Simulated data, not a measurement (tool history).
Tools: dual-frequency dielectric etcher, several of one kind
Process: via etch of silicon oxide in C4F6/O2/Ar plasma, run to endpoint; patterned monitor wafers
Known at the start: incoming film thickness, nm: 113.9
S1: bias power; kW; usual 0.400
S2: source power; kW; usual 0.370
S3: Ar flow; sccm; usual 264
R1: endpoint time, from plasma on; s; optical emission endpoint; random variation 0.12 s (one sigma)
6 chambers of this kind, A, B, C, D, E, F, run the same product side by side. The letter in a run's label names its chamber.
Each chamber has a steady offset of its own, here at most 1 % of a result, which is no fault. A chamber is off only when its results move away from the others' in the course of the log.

run	hour	S1	S2	S3	R1
1B	8.5	0.400	0.370	264	27.653
2F	14.0	0.400	0.370	264	27.739
# hour 16.3: chamber A: wet clean of the chamber
# hour 18.9: chamber F: wet clean of the chamber
3E	23.4	0.400	0.370	264	27.473
4D	29.5	0.400	0.370	264	27.515
# hour 30.9: chamber C: bias power generator calibrated
# hour 38.3: chamber C: wet clean of the chamber
5C	39.7	0.400	0.370	264	27.748
6A	45.2	0.400	0.370	264	27.986
7A	51.8	0.400	0.370	264	27.893
8B	59.0	0.400	0.370	264	27.793
9E	69.5	0.400	0.370	264	27.868
10C	78.6	0.400	0.370	264	27.566
11F	86.2	0.400	0.370	264	27.546
12D	94.4	0.400	0.370	264	27.751
13F	99.8	0.400	0.370	264	27.908
14A	110.0	0.400	0.440	210	25.469
15C	116.8	0.400	0.440	210	25.389
# hour 127.0: chamber E: wet clean of the chamber
16E	127.2	0.400	0.440	210	26.285
17D	134.9	0.400	0.440	210	25.138
18B	139.5	0.400	0.440	210	25.416
19F	146.3	0.400	0.440	210	25.349
20D	153.6	0.400	0.370	264	27.488
21B	159.7	0.400	0.370	235	27.271
22A	167.4	0.400	0.370	235	27.587
# hour 172.4: chamber B: source power generator calibrated
23E	173.5	0.400	0.370	235	28.522
24C	180.1	0.400	0.370	235	27.069
25B	185.8	0.400	0.370	235	27.365
26D	194.2	0.400	0.370	235	27.250
27C	204.0	0.400	0.370	264	27.735
28F	213.3	0.400	0.410	294	26.962
29A	222.0	0.400	0.410	294	26.883
30E	228.6	0.400	0.410	294	27.834
31E	234.8	0.400	0.410	294	27.854
32B	244.0	0.400	0.410	294	26.938
33C	248.6	0.400	0.410	294	26.730
34D	255.0	0.400	0.370	264	27.424
35A	262.4	0.400	0.370	264	27.907
36F	271.4	0.432	0.370	322	27.541
37D	278.2	0.432	0.370	322	27.329
38B	282.9	0.432	0.370	322	27.399
39F	287.6	0.432	0.370	322	27.457
40C	296.8	0.432	0.370	322	27.775
41E	306.7	0.432	0.370	322	28.587
42A	314.7	0.400	0.370	264	27.802
43E	322.9	0.340	0.320	264	32.156
# hour 325.1: chamber C: Ar flow controller replaced
44C	328.8	0.340	0.320	264	31.089

What goes on in this fleet: one chamber off, a drifting gauge, or nothing beyond the chambers' own small offsets? Name the chamber and the cause, if any.

A service left chamber E off against the others.
Cause: etch rate under this chamber's usual, % = 3.73.

Here are 4 candidates for chamber E's next run, each the usual settings with a change, their results left as question marks. Which one brings its results back in line with what the others give on the usual settings?
In line means no further than this from the other chambers' mean on the usual settings: R1 0.420 s
45E-1	336.3	0.400	0.330	264	?
45E-2	336.3	0.437	0.370	257	?
45E-3	336.3	0.365	0.340	271	?
45E-4	336.3	0.435	0.400	257	?

The other chambers' mean on the usual settings: R1 27.701 s
run	R1
45E-1	30.010
45E-2	27.766
45E-3	30.790
45E-4	27.031
45E-2 brings the chamber back in line.
